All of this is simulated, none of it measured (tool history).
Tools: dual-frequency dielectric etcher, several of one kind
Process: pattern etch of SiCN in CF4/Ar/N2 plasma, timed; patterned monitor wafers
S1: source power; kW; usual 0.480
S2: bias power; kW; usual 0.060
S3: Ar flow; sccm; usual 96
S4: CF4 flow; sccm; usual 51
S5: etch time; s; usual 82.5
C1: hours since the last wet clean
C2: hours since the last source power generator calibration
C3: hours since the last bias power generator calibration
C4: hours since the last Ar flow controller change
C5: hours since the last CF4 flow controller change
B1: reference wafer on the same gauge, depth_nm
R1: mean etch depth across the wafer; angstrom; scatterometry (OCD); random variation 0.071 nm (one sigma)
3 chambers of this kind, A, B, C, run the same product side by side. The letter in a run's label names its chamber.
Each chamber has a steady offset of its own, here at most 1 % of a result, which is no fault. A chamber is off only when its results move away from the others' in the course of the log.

At hour 0.8: chamber B: wet clean of the chamber.
Run 1B, hour 12.8: usual settings; C1 12.0; C2 724.0; C3 811.0; C4 525.7; C5 920.9; B1 79.106. Result: R1 679.07 angstrom.
Run 2A, hour 23.9: usual settings; C1 75.7; C2 2824.2; C3 3671.7; C4 2398.7; C5 2318.7; B1 79.049. Result: R1 676.31 angstrom.
Run 3C, hour 29.6: usual settings; C1 226.7; C2 2317.5; C3 943.5; C4 974.1; C5 5325.6; B1 79.075. Result: R1 671.74 angstrom.
Run 4C, hour 39.7: usual settings; C1 236.8; C2 2327.6; C3 953.6; C4 984.2; C5 5335.7; B1 79.055. Result: R1 671.42 angstrom.
Run 5B, hour 48.1: usual settings; C1 47.3; C2 759.3; C3 846.3; C4 561.0; C5 956.2; B1 79.027. Result: R1 679.54 angstrom.
Run 6A, hour 58.1: usual settings; C1 109.9; C2 2858.4; C3 3705.9; C4 2432.9; C5 2352.9; B1 79.030. Result: R1 675.23 angstrom.
Run 7C, hour 64.8: usual settings; C1 261.9; C2 2352.7; C3 978.7; C4 1009.3; C5 5360.8; B1 79.001. Result: R1 671.04 angstrom.
Run 8B, hour 74.2: usual settings; C1 73.4; C2 785.4; C3 872.4; C4 587.1; C5 982.3; B1 79.016. Result: R1 678.17 angstrom.
Run 9A, hour 83.6: usual settings; C1 135.4; C2 2883.9; C3 3731.4; C4 2458.4; C5 2378.4; B1 78.985. Result: R1 674.84 angstrom.
Run 10B, hour 94.4: usual settings; C1 93.6; C2 805.6; C3 892.6; C4 607.3; C5 1002.5; B1 78.997. Result: R1 679.37 angstrom.
Run 11C, hour 106.0: usual settings but S4 42 sccm, S5 103.5 s; C1 303.1; C2 2393.9; C3 1019.9; C4 1050.5; C5 5402.0; B1 78.952. Result: R1 812.96 angstrom.
Run 12A, hour 117.5: usual settings but S4 42 sccm, S5 103.5 s; C1 169.3; C2 2917.8; C3 3765.3; C4 2492.3; C5 2412.3; B1 78.951. Result: R1 817.95 angstrom.
Run 13C, hour 128.0: usual settings but S4 42 sccm, S5 103.5 s; C1 325.1; C2 2415.9; C3 1041.9; C4 1072.5; C5 5424.0; B1 78.966. Result: R1 812.06 angstrom.
Run 14A, hour 139.0: usual settings but S2 0.055 kW; C1 190.8; C2 2939.3; C3 3786.8; C4 2513.8; C5 2433.8; B1 78.899. Result: R1 654.58 angstrom.
Run 15B, hour 146.6: usual settings but S2 0.055 kW; C1 145.8; C2 857.8; C3 944.8; C4 659.5; C5 1054.7; B1 78.890. Result: R1 657.55 angstrom.
At hour 150.4: chamber C: CF4 flow controller replaced.
Run 16C, hour 158.9: usual settings but S2 0.055 kW; C1 356.0; C2 2446.8; C3 1072.8; C4 1103.4; C5 8.6; B1 78.882. Result: R1 650.55 angstrom.
Run 17B, hour 165.6: usual settings but S5 62.0 s; C1 164.8; C2 876.8; C3 963.8; C4 678.5; C5 1073.7; B1 78.898. Result: R1 509.89 angstrom.
Run 18A, hour 175.7: usual settings but S5 62.0 s; C1 227.5; C2 2976.0; C3 3823.5; C4 2550.5; C5 2470.5; B1 78.878. Result: R1 505.95 angstrom.
Run 19C, hour 184.1: usual settings but S5 62.0 s; C1 381.2; C2 2472.0; C3 1098.0; C4 1128.6; C5 33.8; B1 78.883. Result: R1 503.50 angstrom.
Run 20B, hour 193.0: usual settings but S5 73.5 s; C1 192.2; C2 904.2; C3 991.2; C4 705.9; C5 1101.1; B1 78.866. Result: R1 604.24 angstrom.
Run 21A, hour 204.9: usual settings but S5 73.5 s; C1 256.7; C2 3005.2; C3 3852.7; C4 2579.7; C5 2499.7; B1 78.843. Result: R1 601.28 angstrom.
Run 22A, hour 215.4: usual settings but S5 73.5 s; C1 267.2; C2 3015.7; C3 3863.2; C4 2590.2; C5 2510.2; B1 78.806. Result: R1 601.04 angstrom.
Run 23C, hour 225.2: usual settings; C1 422.3; C2 2513.1; C3 1139.1; C4 1169.7; C5 74.9; B1 78.822. Result: R1 670.44 angstrom.
Run 24B, hour 234.1: usual settings; C1 233.3; C2 945.3; C3 1032.3; C4 747.0; C5 1142.2; B1 78.801. Result: R1 676.75 angstrom.
Run 25B, hour 241.7: usual settings; C1 240.9; C2 952.9; C3 1039.9; C4 754.6; C5 1149.8; B1 78.775. Result: R1 675.82 angstrom.
Run 26C, hour 251.9: usual settings; C1 449.0; C2 2539.8; C3 1165.8; C4 1196.4; C5 101.6; B1 78.785. Result: R1 670.70 angstrom.
Run 27A, hour 258.8: usual settings; C1 310.6; C2 3059.1; C3 3906.6; C4 2633.6; C5 2553.6; B1 78.753. Result: R1 674.78 angstrom.

Next, every chamber runs the same settings. What will each give?
Run 28A, hour 268.1: usual settings but S3 117 sccm. Result: R1 ?.
Run 28B, hour 268.1: usual settings but S3 117 sccm. Result: R1 ?.
Run 28C, hour 268.1: usual settings but S3 117 sccm. Result: R1 ?.

run      R1
28A  650.73
28B  653.83
28C  646.21
